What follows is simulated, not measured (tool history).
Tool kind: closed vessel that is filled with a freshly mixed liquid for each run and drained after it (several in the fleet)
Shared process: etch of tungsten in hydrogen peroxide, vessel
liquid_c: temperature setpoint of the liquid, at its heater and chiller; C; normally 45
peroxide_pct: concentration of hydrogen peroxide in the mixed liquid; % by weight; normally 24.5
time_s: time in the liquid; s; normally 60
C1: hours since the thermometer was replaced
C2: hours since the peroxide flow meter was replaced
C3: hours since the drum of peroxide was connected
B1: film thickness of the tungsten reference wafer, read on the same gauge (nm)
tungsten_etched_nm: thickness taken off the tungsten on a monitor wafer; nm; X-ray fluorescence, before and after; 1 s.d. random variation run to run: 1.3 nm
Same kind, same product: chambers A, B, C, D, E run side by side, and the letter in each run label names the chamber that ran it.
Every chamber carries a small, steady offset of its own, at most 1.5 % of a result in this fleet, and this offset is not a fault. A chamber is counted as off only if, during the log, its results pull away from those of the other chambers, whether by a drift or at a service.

{"run": "1D", "hour": 4.7, "liquid_c": 45, "peroxide_pct": 24.5, "time_s": 60, "C1": 9.0, "C2": 1596.5, "C3": 85.5, "B1": 50.008, "tungsten_etched_nm": 129.68}
{"run": "2A", "hour": 9.6, "liquid_c": 45, "peroxide_pct": 24.5, "time_s": 60, "C1": 271.6, "C2": 219.7, "C3": 123.4, "B1": 50.016, "tungsten_etched_nm": 131.68}
{"run": "3E", "hour": 12.0, "liquid_c": 45, "peroxide_pct": 24.5, "time_s": 60, "C1": 1815.0, "C2": 1291.1, "C3": 387.2, "B1": 50.009, "tungsten_etched_nm": 129.75}
{"run": "4C", "hour": 15.1, "liquid_c": 45, "peroxide_pct": 24.5, "time_s": 60, "C1": 264.1, "C2": 1350.4, "C3": 326.5, "B1": 50.006, "tungsten_etched_nm": 131.52}
{"run": "5B", "hour": 17.9, "liquid_c": 45, "peroxide_pct": 24.5, "time_s": 60, "C1": 194.2, "C2": 522.9, "C3": 686.1, "B1": 50.012, "tungsten_etched_nm": 133.38}
{"run": "6D", "hour": 22.5, "liquid_c": 45, "peroxide_pct": 24.5, "time_s": 60, "C1": 26.8, "C2": 1614.3, "C3": 103.3, "B1": 50.001, "tungsten_etched_nm": 130.34}
{"run": "7C", "hour": 25.9, "liquid_c": 45, "peroxide_pct": 24.5, "time_s": 60, "C1": 274.9, "C2": 1361.2, "C3": 337.3, "B1": 50.009, "tungsten_etched_nm": 131.14}
{"run": "8E", "hour": 31.0, "liquid_c": 45, "peroxide_pct": 24.5, "time_s": 60, "C1": 1834.0, "C2": 1310.1, "C3": 406.2, "B1": 50.001, "tungsten_etched_nm": 129.85}
{"run": "9B", "hour": 33.8, "liquid_c": 45, "peroxide_pct": 24.5, "time_s": 60, "C1": 210.1, "C2": 538.8, "C3": 702.0, "B1": 50.001, "tungsten_etched_nm": 133.47}
{"run": "10A", "hour": 36.2, "liquid_c": 45, "peroxide_pct": 24.5, "time_s": 60, "C1": 298.2, "C2": 246.3, "C3": 150.0, "B1": 49.997, "tungsten_etched_nm": 130.65}
{"run": "11E", "hour": 39.9, "liquid_c": 45, "peroxide_pct": 24.5, "time_s": 60, "C1": 1842.9, "C2": 1319.0, "C3": 415.1, "B1": 50.013, "tungsten_etched_nm": 130.5}
{"run": "12B", "hour": 43.6, "liquid_c": 45, "peroxide_pct": 24.5, "time_s": 60, "C1": 219.9, "C2": 548.6, "C3": 711.8, "B1": 49.983, "tungsten_etched_nm": 133.23}
{"run": "13A", "hour": 46.0, "liquid_c": 45, "peroxide_pct": 24.5, "time_s": 60, "C1": 308.0, "C2": 256.1, "C3": 159.8, "B1": 50.017, "tungsten_etched_nm": 131.0}
{"run": "14D", "hour": 50.8, "liquid_c": 45, "peroxide_pct": 24.5, "time_s": 60, "C1": 55.1, "C2": 1642.6, "C3": 131.6, "B1": 50.007, "tungsten_etched_nm": 130.44}
{"run": "15C", "hour": 54.4, "liquid_c": 45, "peroxide_pct": 24.5, "time_s": 60, "C1": 303.4, "C2": 1389.7, "C3": 365.8, "B1": 50.005, "tungsten_etched_nm": 133.34}
{"hour": 54.6, "done": "chamber D: peroxide flow meter replaced"}
{"run": "16C", "hour": 57.5, "liquid_c": 45, "peroxide_pct": 28.0, "time_s": 35, "C1": 306.5, "C2": 1392.8, "C3": 368.9, "B1": 49.958, "tungsten_etched_nm": 83.863}
{"run": "17D", "hour": 62.0, "liquid_c": 45, "peroxide_pct": 28.0, "time_s": 35, "C1": 66.3, "C2": 7.5, "C3": 142.8, "B1": 49.993, "tungsten_etched_nm": 83.216}
{"run": "18A", "hour": 65.4, "liquid_c": 45, "peroxide_pct": 28.0, "time_s": 35, "C1": 327.4, "C2": 275.5, "C3": 179.2, "B1": 50.035, "tungsten_etched_nm": 81.39}
{"run": "19E", "hour": 69.0, "liquid_c": 45, "peroxide_pct": 28.0, "time_s": 35, "C1": 1872.0, "C2": 1348.1, "C3": 444.2, "B1": 49.977, "tungsten_etched_nm": 81.313}
{"run": "20B", "hour": 71.6, "liquid_c": 45, "peroxide_pct": 28.0, "time_s": 35, "C1": 247.9, "C2": 576.6, "C3": 739.8, "B1": 50.015, "tungsten_etched_nm": 82.078}
{"run": "21A", "hour": 76.4, "liquid_c": 45, "peroxide_pct": 24.5, "time_s": 60, "C1": 338.4, "C2": 286.5, "C3": 190.2, "B1": 50.005, "tungsten_etched_nm": 131.97}
{"run": "22B", "hour": 80.7, "liquid_c": 45, "peroxide_pct": 29.0, "time_s": 60, "C1": 257.0, "C2": 585.7, "C3": 748.9, "B1": 50.007, "tungsten_etched_nm": 141.96}
{"run": "23C", "hour": 83.7, "liquid_c": 45, "peroxide_pct": 29.0, "time_s": 60, "C1": 332.7, "C2": 1419.0, "C3": 395.1, "B1": 49.995, "tungsten_etched_nm": 149.57}
{"run": "24E", "hour": 87.3, "liquid_c": 45, "peroxide_pct": 29.0, "time_s": 60, "C1": 1890.3, "C2": 1366.4, "C3": 462.5, "B1": 50.0, "tungsten_etched_nm": 142.38}
{"run": "25D", "hour": 91.4, "liquid_c": 45, "peroxide_pct": 29.0, "time_s": 60, "C1": 95.7, "C2": 36.9, "C3": 172.2, "B1": 50.025, "tungsten_etched_nm": 145.46}
{"run": "26E", "hour": 96.1, "liquid_c": 45, "peroxide_pct": 29.0, "time_s": 60, "C1": 1899.1, "C2": 1375.2, "C3": 471.3, "B1": 49.997, "tungsten_etched_nm": 143.66}
{"run": "27A", "hour": 99.9, "liquid_c": 40, "peroxide_pct": 20.0, "time_s": 60, "C1": 361.9, "C2": 310.0, "C3": 213.7, "B1": 50.023, "tungsten_etched_nm": 84.229}
{"run": "28D", "hour": 102.7, "liquid_c": 40, "peroxide_pct": 20.0, "time_s": 60, "C1": 107.0, "C2": 48.2, "C3": 183.5, "B1": 49.993, "tungsten_etched_nm": 87.137}
{"run": "29B", "hour": 107.3, "liquid_c": 40, "peroxide_pct": 20.0, "time_s": 60, "C1": 283.6, "C2": 612.3, "C3": 775.5, "B1": 49.985, "tungsten_etched_nm": 86.608}
{"run": "30C", "hour": 112.0, "liquid_c": 40, "peroxide_pct": 20.0, "time_s": 60, "C1": 361.0, "C2": 1447.3, "C3": 423.4, "B1": 50.018, "tungsten_etched_nm": 90.653}
{"run": "31C", "hour": 115.1, "liquid_c": 40, "peroxide_pct": 20.0, "time_s": 60, "C1": 364.1, "C2": 1450.4, "C3": 426.5, "B1": 49.996, "tungsten_etched_nm": 92.456}
{"run": "32B", "hour": 119.6, "liquid_c": 45, "peroxide_pct": 24.5, "time_s": 60, "C1": 295.9, "C2": 624.6, "C3": 787.8, "B1": 50.031, "tungsten_etched_nm": 133.01}
{"run": "33D", "hour": 123.9, "liquid_c": 45, "peroxide_pct": 24.5, "time_s": 30, "C1": 128.2, "C2": 69.4, "C3": 204.7, "B1": 50.021, "tungsten_etched_nm": 66.346}
{"run": "34E", "hour": 128.0, "liquid_c": 45, "peroxide_pct": 24.5, "time_s": 30, "C1": 1931.0, "C2": 1407.1, "C3": 503.2, "B1": 49.976, "tungsten_etched_nm": 64.934}

All 5 chambers run these settings next. Forecast each chamber's results:
{"run": "35A", "hour": 131.8, "liquid_c": 45, "peroxide_pct": 17.5, "time_s": 60, "tungsten_etched_nm": "?"}
{"run": "35B", "hour": 131.8, "liquid_c": 45, "peroxide_pct": 17.5, "time_s": 60, "tungsten_etched_nm": "?"}
{"run": "35C", "hour": 131.8, "liquid_c": 45, "peroxide_pct": 17.5, "time_s": 60, "tungsten_etched_nm": "?"}
{"run": "35D", "hour": 131.8, "liquid_c": 45, "peroxide_pct": 17.5, "time_s": 60, "tungsten_etched_nm": "?"}
{"run": "35E", "hour": 131.8, "liquid_c": 45, "peroxide_pct": 17.5, "time_s": 60, "tungsten_etched_nm": "?"}

run=35A tungsten_etched_nm=109.320
run=35B tungsten_etched_nm=112.400
run=35C tungsten_etched_nm=120.870
run=35D tungsten_etched_nm=112.450
run=35E tungsten_etched_nm=108.960
